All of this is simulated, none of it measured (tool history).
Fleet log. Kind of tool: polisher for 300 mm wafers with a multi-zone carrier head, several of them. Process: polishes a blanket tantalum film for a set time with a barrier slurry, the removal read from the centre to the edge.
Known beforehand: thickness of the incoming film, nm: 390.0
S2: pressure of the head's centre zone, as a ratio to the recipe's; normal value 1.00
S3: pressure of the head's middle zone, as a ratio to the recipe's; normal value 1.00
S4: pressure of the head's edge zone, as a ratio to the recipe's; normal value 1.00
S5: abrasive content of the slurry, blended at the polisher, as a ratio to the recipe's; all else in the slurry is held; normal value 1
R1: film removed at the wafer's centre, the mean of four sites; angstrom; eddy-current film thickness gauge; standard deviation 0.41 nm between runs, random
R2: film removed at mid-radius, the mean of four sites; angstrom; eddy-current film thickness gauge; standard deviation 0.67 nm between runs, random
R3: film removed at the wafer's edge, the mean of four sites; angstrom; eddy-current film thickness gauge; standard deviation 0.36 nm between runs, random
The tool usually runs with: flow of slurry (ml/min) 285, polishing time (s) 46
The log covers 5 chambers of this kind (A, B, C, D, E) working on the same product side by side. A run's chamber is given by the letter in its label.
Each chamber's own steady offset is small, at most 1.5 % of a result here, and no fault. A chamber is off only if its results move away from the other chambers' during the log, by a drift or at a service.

Run 1A, day 0.367: usual settings. Result: R1 464.96 angstrom, R2 463.38 angstrom, R3 465.94 angstrom.
At day 0.558: chamber B: worn pad replaced by a new one.
At day 0.642: chamber D: centre zone pressure recalibrated.
At day 0.692: chamber C: worn pad replaced by a new one.
Run 2B, day 0.700: usual settings. Result: R1 468.10 angstrom, R2 470.59 angstrom, R3 473.92 angstrom.
At day 0.942: chamber E: centre zone pressure recalibrated.
Run 3E, day 0.967: usual settings. Result: R1 463.78 angstrom, R2 458.81 angstrom, R3 467.01 angstrom.
At day 1.250: chamber D: slurry nozzle cleaned.
At day 1.408: chamber B: slurry nozzle cleaned.
Run 4D, day 1.512: usual settings. Result: R1 464.67 angstrom, R2 469.88 angstrom, R3 465.20 angstrom.
At day 1.621: chamber D: worn pad replaced by a new one.
Run 5C, day 1.871: usual settings. Result: R1 465.05 angstrom, R2 459.06 angstrom, R3 465.51 angstrom.
Run 6E, day 2.133: usual settings but S4 1.08. Result: R1 463.67 angstrom, R2 464.97 angstrom, R3 488.16 angstrom.
At day 2.417: chamber B: centre zone pressure recalibrated.
Run 7D, day 2.608: usual settings but S4 1.08. Result: R1 466.85 angstrom, R2 475.16 angstrom, R3 489.29 angstrom.
Run 8C, day 3.054: usual settings but S4 1.08. Result: R1 467.46 angstrom, R2 467.13 angstrom, R3 487.18 angstrom.
At day 3.117: chamber C: worn pad replaced by a new one.
At day 3.279: chamber C: edge zone pressure recalibrated.
Run 9A, day 3.592: usual settings but S4 1.08. Result: R1 470.38 angstrom, R2 461.67 angstrom, R3 484.78 angstrom.
Run 10B, day 4.104: usual settings but S4 1.08. Result: R1 468.96 angstrom, R2 466.46 angstrom, R3 491.38 angstrom.
At day 4.138: chamber A: worn pad replaced by a new one.
Run 11C, day 4.642: usual settings. Result: R1 463.34 angstrom, R2 474.95 angstrom, R3 466.82 angstrom.
Run 12A, day 4.979: usual settings. Result: R1 475.51 angstrom, R2 465.67 angstrom, R3 463.71 angstrom.
At day 5.075: chamber B: worn pad replaced by a new one.
Run 13E, day 5.288: usual settings. Result: R1 463.10 angstrom, R2 463.74 angstrom, R3 465.86 angstrom.
At day 5.675: chamber C: worn pad replaced by a new one.
At day 5.679: chamber D: worn pad replaced by a new one.
Run 14B, day 5.792: usual settings. Result: R1 470.43 angstrom, R2 455.22 angstrom, R3 460.20 angstrom.
Run 15D, day 6.192: usual settings. Result: R1 465.13 angstrom, R2 471.81 angstrom, R3 462.02 angstrom.
Run 16E, day 6.621: usual settings. Result: R1 454.04 angstrom, R2 453.29 angstrom, R3 453.76 angstrom.
Run 17A, day 6.971: usual settings. Result: R1 471.80 angstrom, R2 469.55 angstrom, R3 462.84 angstrom.
At day 7.271: chamber E: edge zone pressure recalibrated.
Run 18B, day 7.300: usual settings. Result: R1 471.47 angstrom, R2 452.54 angstrom, R3 472.12 angstrom.
Run 19C, day 7.779: usual settings. Result: R1 466.61 angstrom, R2 471.17 angstrom, R3 464.56 angstrom.
At day 7.892: chamber C: worn pad replaced by a new one.
Run 20D, day 8.233: usual settings. Result: R1 461.76 angstrom, R2 456.38 angstrom, R3 460.41 angstrom.
At day 8.467: chamber A: worn pad replaced by a new one.
Run 21D, day 8.712: usual settings. Result: R1 455.29 angstrom, R2 469.33 angstrom, R3 470.64 angstrom.
At day 8.754: chamber B: worn pad replaced by a new one.
At day 8.971: chamber E: slurry nozzle cleaned.
Run 22C, day 8.975: usual settings but S3 1.11. Result: R1 466.65 angstrom, R2 512.29 angstrom, R3 469.88 angstrom.
Run 23A, day 9.492: usual settings but S3 1.11. Result: R1 469.41 angstrom, R2 514.85 angstrom, R3 459.73 angstrom.
Run 24B, day 9.825: usual settings but S3 1.11. Result: R1 465.70 angstrom, R2 515.64 angstrom, R3 463.04 angstrom.
Run 25E, day 10.158: usual settings but S3 1.11. Result: R1 428.68 angstrom, R2 467.41 angstrom, R3 433.82 angstrom.
At day 10.233: chamber D: worn pad replaced by a new one.
At day 10.571: chamber C: worn pad replaced by a new one.
Run 26D, day 10.662: usual settings but S3 1.11. Result: R1 465.37 angstrom, R2 503.45 angstrom, R3 462.84 angstrom.
Run 27E, day 11.158: usual settings. Result: R1 420.39 angstrom, R2 426.82 angstrom, R3 426.22 angstrom.
Run 28C, day 11.462: usual settings. Result: R1 466.89 angstrom, R2 479.62 angstrom, R3 470.96 angstrom.
Run 29A, day 11.762: usual settings but S2 0.95, S3 0.91. Result: R1 445.86 angstrom, R2 431.61 angstrom, R3 471.19 angstrom.
Run 30B, day 12.046: usual settings but S2 0.95, S3 0.91. Result: R1 437.63 angstrom, R2 417.48 angstrom, R3 469.17 angstrom.

Predict what each chamber gives when all 5 of them run the settings below next.
Run 31A, day 12.467: usual settings. Result: R1 ?, R2 ?, R3 ?.
Run 31B, day 12.467: usual settings. Result: R1 ?, R2 ?, R3 ?.
Run 31C, day 12.467: usual settings. Result: R1 ?, R2 ?, R3 ?.
Run 31D, day 12.467: usual settings. Result: R1 ?, R2 ?, R3 ?.
Run 31E, day 12.467: usual settings. Result: R1 ?, R2 ?, R3 ?.

run      R1      R2      R3
31A  472.38  470.55  470.31
31B  473.36  468.75  477.36
31C  462.59  469.53  470.10
31D  467.01  451.86  457.40
31E  421.18  427.07  415.69
